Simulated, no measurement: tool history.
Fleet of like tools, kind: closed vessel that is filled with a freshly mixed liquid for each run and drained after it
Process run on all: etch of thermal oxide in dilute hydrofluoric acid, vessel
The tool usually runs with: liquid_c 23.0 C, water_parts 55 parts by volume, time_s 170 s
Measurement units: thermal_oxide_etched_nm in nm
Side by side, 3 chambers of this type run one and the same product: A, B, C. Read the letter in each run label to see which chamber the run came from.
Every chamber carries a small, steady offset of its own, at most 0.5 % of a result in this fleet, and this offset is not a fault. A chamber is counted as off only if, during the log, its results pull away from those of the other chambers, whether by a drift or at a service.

run,hour,liquid_c,water_parts,time_s,hours since the thermometer was replaced,hours since the hydrofluoric acid flow meter was replaced,"read-back film thickness of the thermal oxide reference wafer, read on the same gauge (nm)",thermal_oxide_etched_nm
1C,6.8,23.0,55,170,1383.2,1302.9,29.983,15.222
# hour 14.7: chamber B: hydrofluoric acid flow meter replaced
2A,15.4,23.0,55,170,712.9,377.2,29.985,15.097
3B,20.6,23.0,55,170,516.7,6.0,30.032,14.766
4A,26.1,23.0,55,170,723.6,387.9,30.029,14.891
5B,30.2,23.0,55,170,526.3,15.6,30.004,14.685
6C,38.1,23.0,55,170,1414.5,1334.2,30.025,15.008
7C,45.0,23.0,55,170,1421.4,1341.1,30.020,15.044
8A,49.8,23.0,55,170,747.3,411.6,29.978,14.936
9B,54.3,23.0,55,170,550.4,39.7,30.005,14.877
10B,58.4,23.0,55,170,554.5,43.8,29.999,14.845
11C,63.8,23.0,55,170,1440.2,1359.9,29.980,15.012
12A,70.5,23.0,40,105,768.0,432.3,30.035,12.901
13C,76.4,23.0,40,105,1452.8,1372.5,29.969,13.199
14A,80.6,23.0,40,105,778.1,442.4,29.991,12.775
15B,86.8,23.0,55,170,582.9,72.2,29.991,14.881
16B,93.2,23.0,55,170,589.3,78.6,29.989,14.757
17C,99.4,23.0,65,215,1475.8,1395.5,29.998,15.771
18A,104.7,23.0,65,215,802.2,466.5,30.001,15.251
19B,110.7,23.0,65,215,606.8,96.1,29.970,15.795
20A,115.8,23.0,55,170,813.3,477.6,30.004,14.804
21C,120.0,23.0,55,170,1496.4,1416.1,29.994,14.810
22C,125.2,23.0,55,170,1501.6,1421.3,30.002,14.887
23A,128.9,23.0,55,170,826.4,490.7,29.967,14.689
24B,133.6,23.0,55,170,629.7,119.0,29.970,14.729
25A,138.1,23.0,55,170,835.6,499.9,29.974,14.467
26B,144.7,23.0,55,170,640.8,130.1,30.021,14.887
27C,151.9,23.0,55,170,1528.3,1448.0,30.002,14.946
28B,159.6,23.0,55,170,655.7,145.0,30.028,14.841
29A,163.8,23.0,55,170,861.3,525.6,29.982,14.387
30C,168.6,21.0,70,170,1545.0,1464.7,30.003,10.742
31B,172.9,21.0,70,170,669.0,158.3,29.986,10.475
32C,177.2,21.0,70,170,1553.6,1473.3,29.997,10.640
33A,185.3,23.0,55,170,882.8,547.1,29.959,14.161
34B,191.4,19.5,55,225,687.5,176.8,30.016,16.970
35A,197.7,19.5,55,225,895.2,559.5,29.996,16.354
36C,204.3,19.5,55,225,1580.7,1500.4,29.976,17.349
37A,208.4,23.0,55,170,905.9,570.2,30.002,14.384
38B,212.2,23.0,55,170,708.3,197.6,29.992,14.766
39C,218.8,23.0,55,170,1595.2,1514.9,30.030,15.111
40A,227.1,23.0,55,170,924.6,588.9,29.998,14.136
41C,235.6,27.5,55,170,1612.0,1531.7,29.985,18.227

Has any chamber moved away from the others, gradually or after a service, or does the common gauge drift, or do the chambers differ only by their own small steady offsets? State the chamber and the most likely cause if one applies.

It is chamber A that slowly wanders off from its peers.
Cause: liquid colder than its thermometer reads (K) = 1.57.
The log might look much the same if the cause were instead: hydrofluoric acid flow below the setpoint (%).

Chamber A could run next with any of the 4 candidate recipes listed below; each alters the usual settings, and their results appear as question marks. Which one brings its results back in line with what the other chambers deliver on the usual settings?
In line means no further than this from the other chambers' mean on the usual settings: thermal_oxide_etched_nm 0.420 nm
42A-1,241.8,23.5,55,170,,,,?
42A-2,241.8,22.5,55,170,,,,?
42A-3,241.8,24.5,55,170,,,,?
42A-4,241.8,23.0,55,160,,,,?

The other chambers' mean on the usual settings: thermal_oxide_etched_nm 14.987 nm
run,thermal_oxide_etched_nm
42A-1,14.450
42A-2,13.869
42A-3,15.056
42A-4,13.324
Change 42A-3 lands the chamber within the allowed miss of the other chambers.
